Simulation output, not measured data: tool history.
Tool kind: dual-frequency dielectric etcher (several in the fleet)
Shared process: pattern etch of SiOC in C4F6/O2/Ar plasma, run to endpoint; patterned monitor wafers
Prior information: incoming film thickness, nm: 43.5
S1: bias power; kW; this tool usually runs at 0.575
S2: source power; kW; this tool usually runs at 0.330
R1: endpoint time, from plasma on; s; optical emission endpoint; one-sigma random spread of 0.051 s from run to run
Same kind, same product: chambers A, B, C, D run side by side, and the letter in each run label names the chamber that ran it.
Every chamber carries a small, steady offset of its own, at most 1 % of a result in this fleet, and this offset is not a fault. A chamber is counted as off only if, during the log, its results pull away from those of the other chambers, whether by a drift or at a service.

{"run": "1C", "hour": 9.7, "S1": 0.575, "S2": 0.33, "R1": 14.912}
{"run": "2D", "hour": 19.4, "S1": 0.575, "S2": 0.33, "R1": 14.818}
{"run": "3A", "hour": 26.9, "S1": 0.575, "S2": 0.33, "R1": 14.976}
{"run": "4B", "hour": 34.9, "S1": 0.575, "S2": 0.33, "R1": 14.834}
{"hour": 42.0, "done": "chamber A: bias power generator calibrated"}
{"run": "5C", "hour": 47.1, "S1": 0.575, "S2": 0.33, "R1": 14.883}
{"run": "6A", "hour": 56.2, "S1": 0.575, "S2": 0.33, "R1": 14.859}
{"run": "7B", "hour": 63.8, "S1": 0.519, "S2": 0.25, "R1": 17.032}
{"run": "8D", "hour": 74.4, "S1": 0.519, "S2": 0.25, "R1": 17.09}
{"run": "9D", "hour": 87.3, "S1": 0.519, "S2": 0.25, "R1": 17.032}
{"run": "10A", "hour": 98.6, "S1": 0.519, "S2": 0.25, "R1": 17.097}
{"run": "11C", "hour": 108.7, "S1": 0.5, "S2": 0.26, "R1": 17.2}
{"run": "12B", "hour": 118.4, "S1": 0.5, "S2": 0.26, "R1": 17.121}
{"run": "13B", "hour": 125.5, "S1": 0.5, "S2": 0.26, "R1": 17.116}
{"run": "14C", "hour": 137.2, "S1": 0.5, "S2": 0.26, "R1": 17.176}
{"run": "15D", "hour": 148.7, "S1": 0.575, "S2": 0.33, "R1": 14.792}
{"run": "16A", "hour": 163.5, "S1": 0.575, "S2": 0.33, "R1": 14.879}
{"run": "17A", "hour": 174.1, "S1": 0.575, "S2": 0.33, "R1": 14.836}
{"run": "18B", "hour": 184.9, "S1": 0.575, "S2": 0.33, "R1": 14.806}
{"run": "19D", "hour": 192.6, "S1": 0.575, "S2": 0.33, "R1": 14.869}
{"run": "20C", "hour": 199.5, "S1": 0.575, "S2": 0.33, "R1": 14.871}
{"run": "21C", "hour": 209.8, "S1": 0.575, "S2": 0.37, "R1": 14.314}
{"run": "22B", "hour": 224.0, "S1": 0.575, "S2": 0.37, "R1": 14.287}
{"run": "23A", "hour": 236.9, "S1": 0.575, "S2": 0.37, "R1": 14.293}
{"run": "24D", "hour": 244.9, "S1": 0.575, "S2": 0.37, "R1": 14.309}
{"run": "25D", "hour": 252.8, "S1": 0.575, "S2": 0.33, "R1": 15.019}
{"run": "26B", "hour": 261.0, "S1": 0.575, "S2": 0.33, "R1": 14.805}
{"run": "27A", "hour": 271.3, "S1": 0.575, "S2": 0.39, "R1": 14.033}
{"run": "28C", "hour": 279.8, "S1": 0.575, "S2": 0.39, "R1": 14.04}
{"run": "29D", "hour": 291.1, "S1": 0.575, "S2": 0.39, "R1": 14.121}
{"run": "30C", "hour": 304.6, "S1": 0.575, "S2": 0.39, "R1": 14.065}
{"run": "31B", "hour": 318.1, "S1": 0.641, "S2": 0.27, "R1": 15.258}
{"run": "32A", "hour": 325.0, "S1": 0.641, "S2": 0.27, "R1": 15.354}
{"hour": 330.7, "done": "chamber C: wet clean of the chamber"}
{"run": "33A", "hour": 338.6, "S1": 0.641, "S2": 0.27, "R1": 15.43}
{"run": "34C", "hour": 347.9, "S1": 0.641, "S2": 0.27, "R1": 15.456}
{"run": "35D", "hour": 357.2, "S1": 0.575, "S2": 0.33, "R1": 15.118}
{"run": "36B", "hour": 369.7, "S1": 0.575, "S2": 0.33, "R1": 14.737}
{"run": "37B", "hour": 382.4, "S1": 0.575, "S2": 0.33, "R1": 14.853}
{"run": "38C", "hour": 396.4, "S1": 0.575, "S2": 0.33, "R1": 14.943}
{"run": "39D", "hour": 406.3, "S1": 0.575, "S2": 0.33, "R1": 15.313}
{"run": "40A", "hour": 413.9, "S1": 0.575, "S2": 0.33, "R1": 14.956}
{"run": "41B", "hour": 424.2, "S1": 0.575, "S2": 0.33, "R1": 14.861}
{"run": "42A", "hour": 434.4, "S1": 0.575, "S2": 0.33, "R1": 14.903}
{"run": "43D", "hour": 442.1, "S1": 0.49, "S2": 0.27, "R1": 17.628}

Decide between three cases: one chamber stands off from its peers, the gauge reading all wafers drifts, or nothing is wrong past each chamber's small offset. Where a chamber is off, say which and what most likely put it there.

It is chamber D that slowly wanders off from its peers.
Cause: etch rate under this chamber's usual, % = 3.72.

Below are 4 candidate recipes for chamber D's next run, each the usual settings with a change, their results shown as question marks. Which of them brings D's results back in line with what the other chambers give on the usual settings?
In line here means within this much of the mean the other chambers give on the usual settings: R1 0.180 s
{"run": "44D-1", "hour": 453.2, "S1": 0.685, "S2": 0.33, "R1": "?"}
{"run": "44D-2", "hour": 453.2, "S1": 0.525, "S2": 0.3, "R1": "?"}
{"run": "44D-3", "hour": 453.2, "S1": 0.63, "S2": 0.33, "R1": "?"}
{"run": "44D-4", "hour": 453.2, "S1": 0.575, "S2": 0.3, "R1": "?"}

The mean the other chambers reach with the usual settings: R1 14.869 s
run=44D-1 R1=14.437
run=44D-2 R1=16.552
run=44D-3 R1=14.910
run=44D-4 R1=15.993
With 44D-3, the chamber falls back in line with the rest.
